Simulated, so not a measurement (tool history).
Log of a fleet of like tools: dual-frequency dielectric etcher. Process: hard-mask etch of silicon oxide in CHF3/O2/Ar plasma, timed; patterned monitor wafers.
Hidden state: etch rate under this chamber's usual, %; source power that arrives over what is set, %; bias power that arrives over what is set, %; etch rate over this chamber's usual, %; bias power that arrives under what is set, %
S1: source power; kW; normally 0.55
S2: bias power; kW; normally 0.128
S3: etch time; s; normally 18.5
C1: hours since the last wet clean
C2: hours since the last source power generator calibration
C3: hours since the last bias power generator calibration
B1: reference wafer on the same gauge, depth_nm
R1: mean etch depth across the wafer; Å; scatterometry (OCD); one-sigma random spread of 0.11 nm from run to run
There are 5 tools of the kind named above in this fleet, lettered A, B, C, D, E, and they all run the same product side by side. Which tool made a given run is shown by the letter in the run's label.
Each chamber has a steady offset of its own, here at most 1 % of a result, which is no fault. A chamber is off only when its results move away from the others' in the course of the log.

{"run": "1A", "hour": 12.5, "S1": 0.55, "S2": 0.128, "S3": 18.5, "C1": 255.7, "C2": 2029.9, "C3": 1871.2, "B1": 33.4, "R1": 314.14}
{"hour": 18.0, "done": "chamber D: wet clean of the chamber"}
{"run": "2E", "hour": 23.9, "S1": 0.55, "S2": 0.128, "S3": 18.5, "C1": 555.8, "C2": 252.2, "C3": 1284.9, "B1": 33.414, "R1": 317.12}
{"run": "3B", "hour": 37.0, "S1": 0.55, "S2": 0.128, "S3": 18.5, "C1": 394.2, "C2": 617.5, "C3": 2060.7, "B1": 33.372, "R1": 317.54}
{"run": "4D", "hour": 50.3, "S1": 0.55, "S2": 0.128, "S3": 18.5, "C1": 32.3, "C2": 2041.1, "C3": 575.1, "B1": 33.38, "R1": 314.49}
{"hour": 52.2, "done": "chamber E: wet clean of the chamber"}
{"run": "5C", "hour": 62.4, "S1": 0.55, "S2": 0.128, "S3": 18.5, "C1": 268.2, "C2": 1248.3, "C3": 1379.8, "B1": 33.415, "R1": 317.52}
{"run": "6E", "hour": 76.7, "S1": 0.55, "S2": 0.128, "S3": 18.5, "C1": 24.5, "C2": 305, "C3": 1337.7, "B1": 33.39, "R1": 319.58}
{"hour": 77.5, "done": "chamber A: wet clean of the chamber"}
{"run": "7B", "hour": 91.3, "S1": 0.55, "S2": 0.128, "S3": 18.5, "C1": 448.5, "C2": 671.8, "C3": 2115, "B1": 33.36, "R1": 316.26}
{"run": "8A", "hour": 107.4, "S1": 0.55, "S2": 0.128, "S3": 18.5, "C1": 30, "C2": 2124.8, "C3": 1966.1, "B1": 33.406, "R1": 314.9}
{"hour": 111.2, "done": "chamber B: wet clean of the chamber"}
{"run": "9C", "hour": 115.7, "S1": 0.55, "S2": 0.128, "S3": 18.5, "C1": 321.5, "C2": 1301.6, "C3": 1433.1, "B1": 33.414, "R1": 320.53}
{"run": "10D", "hour": 126.3, "S1": 0.55, "S2": 0.111, "S3": 22.5, "C1": 108.3, "C2": 2117.1, "C3": 651.1, "B1": 33.432, "R1": 365.7}
{"run": "11C", "hour": 137.7, "S1": 0.55, "S2": 0.111, "S3": 22.5, "C1": 343.5, "C2": 1323.6, "C3": 1455.1, "B1": 33.407, "R1": 370.54}
{"run": "12A", "hour": 152.6, "S1": 0.55, "S2": 0.111, "S3": 22.5, "C1": 75.2, "C2": 2170, "C3": 2011.3, "B1": 33.411, "R1": 364.71}
{"run": "13D", "hour": 166.9, "S1": 0.55, "S2": 0.111, "S3": 22.5, "C1": 148.9, "C2": 2157.7, "C3": 691.7, "B1": 33.4, "R1": 365.47}
{"run": "14E", "hour": 179.1, "S1": 0.55, "S2": 0.111, "S3": 22.5, "C1": 126.9, "C2": 407.4, "C3": 1440.1, "B1": 33.418, "R1": 369.52}
{"run": "15B", "hour": 195.0, "S1": 0.55, "S2": 0.128, "S3": 18.5, "C1": 83.9, "C2": 775.5, "C3": 2218.7, "B1": 33.347, "R1": 315.62}
{"run": "16B", "hour": 204.1, "S1": 0.55, "S2": 0.128, "S3": 18.5, "C1": 93, "C2": 784.6, "C3": 2227.8, "B1": 33.377, "R1": 316.83}
{"hour": 205.3, "done": "chamber C: wet clean of the chamber"}
{"run": "17C", "hour": 215.5, "S1": 0.55, "S2": 0.128, "S3": 18.5, "C1": 10.2, "C2": 1401.4, "C3": 1532.9, "B1": 33.403, "R1": 320.1}
{"run": "18E", "hour": 224.7, "S1": 0.55, "S2": 0.128, "S3": 18.5, "C1": 172.5, "C2": 453, "C3": 1485.7, "B1": 33.382, "R1": 317.97}
{"run": "19A", "hour": 234.9, "S1": 0.55, "S2": 0.128, "S3": 18.5, "C1": 157.5, "C2": 2252.3, "C3": 2093.6, "B1": 33.417, "R1": 313.51}
{"run": "20D", "hour": 245.3, "S1": 0.55, "S2": 0.128, "S3": 18.5, "C1": 227.3, "C2": 2236.1, "C3": 770.1, "B1": 33.404, "R1": 311.69}
{"run": "21D", "hour": 255.0, "S1": 0.55, "S2": 0.128, "S3": 13.5, "C1": 237, "C2": 2245.8, "C3": 779.8, "B1": 33.373, "R1": 230.41}
{"run": "22C", "hour": 265.5, "S1": 0.55, "S2": 0.128, "S3": 13.5, "C1": 60.2, "C2": 1451.4, "C3": 1582.9, "B1": 33.416, "R1": 233.07}
{"run": "23A", "hour": 273.5, "S1": 0.55, "S2": 0.128, "S3": 13.5, "C1": 196.1, "C2": 2290.9, "C3": 2132.2, "B1": 33.416, "R1": 229.83}
{"run": "24E", "hour": 285.6, "S1": 0.55, "S2": 0.128, "S3": 13.5, "C1": 233.4, "C2": 513.9, "C3": 1546.6, "B1": 33.417, "R1": 231.68}
{"run": "25B", "hour": 293.4, "S1": 0.55, "S2": 0.128, "S3": 13.5, "C1": 182.3, "C2": 873.9, "C3": 2317.1, "B1": 33.385, "R1": 232.65}
{"run": "26E", "hour": 304.5, "S1": 0.55, "S2": 0.128, "S3": 18.5, "C1": 252.3, "C2": 532.8, "C3": 1565.5, "B1": 33.396, "R1": 318.04}
{"run": "27B", "hour": 318.6, "S1": 0.55, "S2": 0.128, "S3": 18.5, "C1": 207.5, "C2": 899.1, "C3": 2342.3, "B1": 33.415, "R1": 317.64}
{"run": "28C", "hour": 329.7, "S1": 0.55, "S2": 0.128, "S3": 18.5, "C1": 124.4, "C2": 1515.6, "C3": 1647.1, "B1": 33.415, "R1": 322.24}
{"run": "29A", "hour": 340.1, "S1": 0.55, "S2": 0.128, "S3": 18.5, "C1": 262.7, "C2": 2357.5, "C3": 2198.8, "B1": 33.402, "R1": 313.44}
{"run": "30D", "hour": 347.8, "S1": 0.55, "S2": 0.128, "S3": 21, "C1": 329.8, "C2": 2338.6, "C3": 872.6, "B1": 33.428, "R1": 355.34}
{"run": "31A", "hour": 359.3, "S1": 0.55, "S2": 0.128, "S3": 21, "C1": 281.9, "C2": 2376.7, "C3": 2218, "B1": 33.42, "R1": 358.5}
{"run": "32C", "hour": 371.0, "S1": 0.55, "S2": 0.128, "S3": 21, "C1": 165.7, "C2": 1556.9, "C3": 1688.4, "B1": 33.408, "R1": 361.84}
{"run": "33D", "hour": 383.9, "S1": 0.55, "S2": 0.128, "S3": 21, "C1": 365.9, "C2": 2374.7, "C3": 908.7, "B1": 33.392, "R1": 356.35}
{"run": "34B", "hour": 395.5, "S1": 0.55, "S2": 0.128, "S3": 21, "C1": 284.4, "C2": 976, "C3": 2419.2, "B1": 33.406, "R1": 359.08}
{"run": "35E", "hour": 403.6, "S1": 0.55, "S2": 0.128, "S3": 18.5, "C1": 351.4, "C2": 631.9, "C3": 1664.6, "B1": 33.409, "R1": 318.02}
{"run": "36B", "hour": 414.1, "S1": 0.55, "S2": 0.144, "S3": 22.5, "C1": 303, "C2": 994.6, "C3": 2437.8, "B1": 33.408, "R1": 399.25}
{"run": "37D", "hour": 430.3, "S1": 0.55, "S2": 0.144, "S3": 22.5, "C1": 412.3, "C2": 2421.1, "C3": 955.1, "B1": 33.419, "R1": 397.52}
{"run": "38C", "hour": 445.9, "S1": 0.55, "S2": 0.144, "S3": 22.5, "C1": 240.6, "C2": 1631.8, "C3": 1763.3, "B1": 33.363, "R1": 402.39}
{"run": "39E", "hour": 460.3, "S1": 0.55, "S2": 0.144, "S3": 22.5, "C1": 408.1, "C2": 688.6, "C3": 1721.3, "B1": 33.405, "R1": 399.84}
{"run": "40A", "hour": 476.2, "S1": 0.55, "S2": 0.144, "S3": 22.5, "C1": 398.8, "C2": 2493.6, "C3": 2334.9, "B1": 33.412, "R1": 396.22}
{"hour": 478.7, "done": "chamber A: wet clean of the chamber"}
{"run": "41A", "hour": 488.5, "S1": 0.55, "S2": 0.128, "S3": 16, "C1": 9.8, "C2": 2505.9, "C3": 2347.2, "B1": 33.435, "R1": 271.06}
{"run": "42B", "hour": 504.5, "S1": 0.55, "S2": 0.128, "S3": 16, "C1": 393.4, "C2": 1085, "C3": 2528.2, "B1": 33.384, "R1": 273.34}
{"run": "43D", "hour": 518.8, "S1": 0.55, "S2": 0.128, "S3": 16, "C1": 500.8, "C2": 2509.6, "C3": 1043.6, "B1": 33.402, "R1": 273.59}

Which is it: a chamber that has drifted or been left off by a service, a gauge drift common to all chambers, or only each chamber's usual small offset? If a chamber is off, name it and its likeliest cause.

No chamber is off and the gauge is stable; the differences are just each chamber's small, constant offset.

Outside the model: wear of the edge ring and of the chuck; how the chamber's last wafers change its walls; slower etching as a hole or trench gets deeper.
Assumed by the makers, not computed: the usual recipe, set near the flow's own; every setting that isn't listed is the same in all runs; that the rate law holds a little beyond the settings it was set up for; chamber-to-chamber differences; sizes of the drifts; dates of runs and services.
